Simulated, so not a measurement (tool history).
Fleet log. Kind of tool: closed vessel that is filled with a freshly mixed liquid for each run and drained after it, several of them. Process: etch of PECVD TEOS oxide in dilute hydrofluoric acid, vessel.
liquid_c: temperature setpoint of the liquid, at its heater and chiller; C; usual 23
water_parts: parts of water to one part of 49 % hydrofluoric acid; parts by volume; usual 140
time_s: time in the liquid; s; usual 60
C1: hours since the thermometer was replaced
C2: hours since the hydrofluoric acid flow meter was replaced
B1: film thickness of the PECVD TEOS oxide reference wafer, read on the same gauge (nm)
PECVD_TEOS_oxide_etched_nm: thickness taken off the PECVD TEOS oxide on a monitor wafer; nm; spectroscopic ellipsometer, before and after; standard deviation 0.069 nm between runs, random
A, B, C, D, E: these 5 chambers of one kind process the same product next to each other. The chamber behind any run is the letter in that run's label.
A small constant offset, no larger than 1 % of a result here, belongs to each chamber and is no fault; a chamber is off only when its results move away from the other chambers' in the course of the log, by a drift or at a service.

run 1B hour=7.9 | liquid_c=23 water_parts=140 time_s=60 | C1=82.4 C2=1187 | B1=69.982 | PECVD_TEOS_oxide_etched_nm=9.9847
run 2D hour=21.3 | liquid_c=23 water_parts=140 time_s=60 | C1=1208.8 C2=2036.5 | B1=69.989 | PECVD_TEOS_oxide_etched_nm=9.6606
run 3E hour=27.6 | liquid_c=23 water_parts=140 time_s=60 | C1=231.9 C2=476 | B1=70.018 | PECVD_TEOS_oxide_etched_nm=9.8151
run 4A hour=36 | liquid_c=23 water_parts=140 time_s=60 | C1=864.5 C2=215 | B1=69.992 | PECVD_TEOS_oxide_etched_nm=9.8871
run 5C hour=44.6 | liquid_c=23 water_parts=105 time_s=60 | C1=2462.8 C2=154.4 | B1=70.013 | PECVD_TEOS_oxide_etched_nm=13.713
run 6B hour=55.8 | liquid_c=23 water_parts=105 time_s=60 | C1=130.3 C2=1234.9 | B1=69.98 | PECVD_TEOS_oxide_etched_nm=13.711
run 7E hour=63.6 | liquid_c=23 water_parts=105 time_s=60 | C1=267.9 C2=512 | B1=69.977 | PECVD_TEOS_oxide_etched_nm=13.567
run 8C hour=74 | liquid_c=23 water_parts=105 time_s=60 | C1=2492.2 C2=183.8 | B1=70.014 | PECVD_TEOS_oxide_etched_nm=13.599
run 9A hour=83.2 | liquid_c=23 water_parts=105 time_s=60 | C1=911.7 C2=262.2 | B1=69.971 | PECVD_TEOS_oxide_etched_nm=13.786
run 10D hour=96.1 | liquid_c=23 water_parts=140 time_s=60 | C1=1283.6 C2=2111.3 | B1=70.022 | PECVD_TEOS_oxide_etched_nm=9.8403
run 11B hour=106.5 | liquid_c=23 water_parts=140 time_s=60 | C1=181 C2=1285.6 | B1=69.983 | PECVD_TEOS_oxide_etched_nm=9.7105
run 12A hour=119 | liquid_c=23 water_parts=140 time_s=60 | C1=947.5 C2=298 | B1=69.97 | PECVD_TEOS_oxide_etched_nm=9.8158
run 13E hour=128.2 | liquid_c=23 water_parts=140 time_s=60 | C1=332.5 C2=576.6 | B1=69.991 | PECVD_TEOS_oxide_etched_nm=9.7869
run 14D hour=137.7 | liquid_c=23 water_parts=140 time_s=60 | C1=1325.2 C2=2152.9 | B1=69.997 | PECVD_TEOS_oxide_etched_nm=9.8206
run 15C hour=147 | liquid_c=23 water_parts=140 time_s=60 | C1=2565.2 C2=256.8 | B1=69.977 | PECVD_TEOS_oxide_etched_nm=9.902
run 16E hour=159.9 | liquid_c=23 water_parts=140 time_s=60 | C1=364.2 C2=608.3 | B1=69.997 | PECVD_TEOS_oxide_etched_nm=9.7786
run 17B hour=171.3 | liquid_c=23 water_parts=140 time_s=60 | C1=245.8 C2=1350.4 | B1=69.988 | PECVD_TEOS_oxide_etched_nm=9.8854
run 18D hour=181.7 | liquid_c=23 water_parts=140 time_s=85 | C1=1369.2 C2=2196.9 | B1=69.941 | PECVD_TEOS_oxide_etched_nm=13.701
run 19A hour=192.2 | liquid_c=23 water_parts=140 time_s=85 | C1=1020.7 C2=371.2 | B1=69.955 | PECVD_TEOS_oxide_etched_nm=13.938
run 20C hour=200.1 | liquid_c=23 water_parts=140 time_s=85 | C1=2618.3 C2=309.9 | B1=70.013 | PECVD_TEOS_oxide_etched_nm=14.099
run 21B hour=212.9 | liquid_c=23 water_parts=140 time_s=85 | C1=287.4 C2=1392 | B1=69.983 | PECVD_TEOS_oxide_etched_nm=13.767
run 22A hour=221.6 | liquid_c=23 water_parts=140 time_s=85 | C1=1050.1 C2=400.6 | B1=69.989 | PECVD_TEOS_oxide_etched_nm=13.931
run 23D hour=227.8 | liquid_c=23 water_parts=140 time_s=60 | C1=1415.3 C2=2243 | B1=69.963 | PECVD_TEOS_oxide_etched_nm=9.7662
run 24E hour=234.9 | liquid_c=23 water_parts=140 time_s=60 | C1=439.2 C2=683.3 | B1=70.009 | PECVD_TEOS_oxide_etched_nm=9.8086
run 25C hour=243.7 | liquid_c=25.5 water_parts=140 time_s=35 | C1=2661.9 C2=353.5 | B1=70.011 | PECVD_TEOS_oxide_etched_nm=6.2738
run 26E hour=252.4 | liquid_c=25.5 water_parts=140 time_s=35 | C1=456.7 C2=700.8 | B1=70.037 | PECVD_TEOS_oxide_etched_nm=6.3487
run 27B hour=264.1 | liquid_c=25.5 water_parts=140 time_s=35 | C1=338.6 C2=1443.2 | B1=69.999 | PECVD_TEOS_oxide_etched_nm=6.3272
run 28D hour=272.4 | liquid_c=25.5 water_parts=140 time_s=35 | C1=1459.9 C2=2287.6 | B1=69.99 | PECVD_TEOS_oxide_etched_nm=6.2909
run 29C hour=283 | liquid_c=25.5 water_parts=140 time_s=35 | C1=2701.2 C2=392.8 | B1=69.988 | PECVD_TEOS_oxide_etched_nm=6.2566
run 30A hour=295.3 | liquid_c=23 water_parts=140 time_s=60 | C1=1123.8 C2=474.3 | B1=70.019 | PECVD_TEOS_oxide_etched_nm=9.9316
-- hour=301.7 chamber C: thermometer replaced
run 31D hour=308.3 | liquid_c=23 water_parts=140 time_s=60 | C1=1495.8 C2=2323.5 | B1=69.996 | PECVD_TEOS_oxide_etched_nm=9.8579
run 32A hour=316.4 | liquid_c=23 water_parts=140 time_s=60 | C1=1144.9 C2=495.4 | B1=70.027 | PECVD_TEOS_oxide_etched_nm=9.7762
run 33C hour=326.3 | liquid_c=23 water_parts=140 time_s=60 | C1=24.7 C2=436.1 | B1=69.997 | PECVD_TEOS_oxide_etched_nm=9.6943
run 34E hour=336.4 | liquid_c=23 water_parts=140 time_s=60 | C1=540.7 C2=784.8 | B1=70.003 | PECVD_TEOS_oxide_etched_nm=9.7035
run 35B hour=348.6 | liquid_c=23 water_parts=140 time_s=60 | C1=423.1 C2=1527.7 | B1=70.003 | PECVD_TEOS_oxide_etched_nm=9.8434
run 36C hour=361.2 | liquid_c=23 water_parts=140 time_s=60 | C1=59.6 C2=471 | B1=69.982 | PECVD_TEOS_oxide_etched_nm=9.679

Which is it: a chamber that has drifted or been left off by a service, a gauge drift common to all chambers, or only each chamber's usual small offset? If a chamber is off, name it and its likeliest cause.

No chamber is off and the gauge is stable; the differences are just each chamber's small, constant offset.
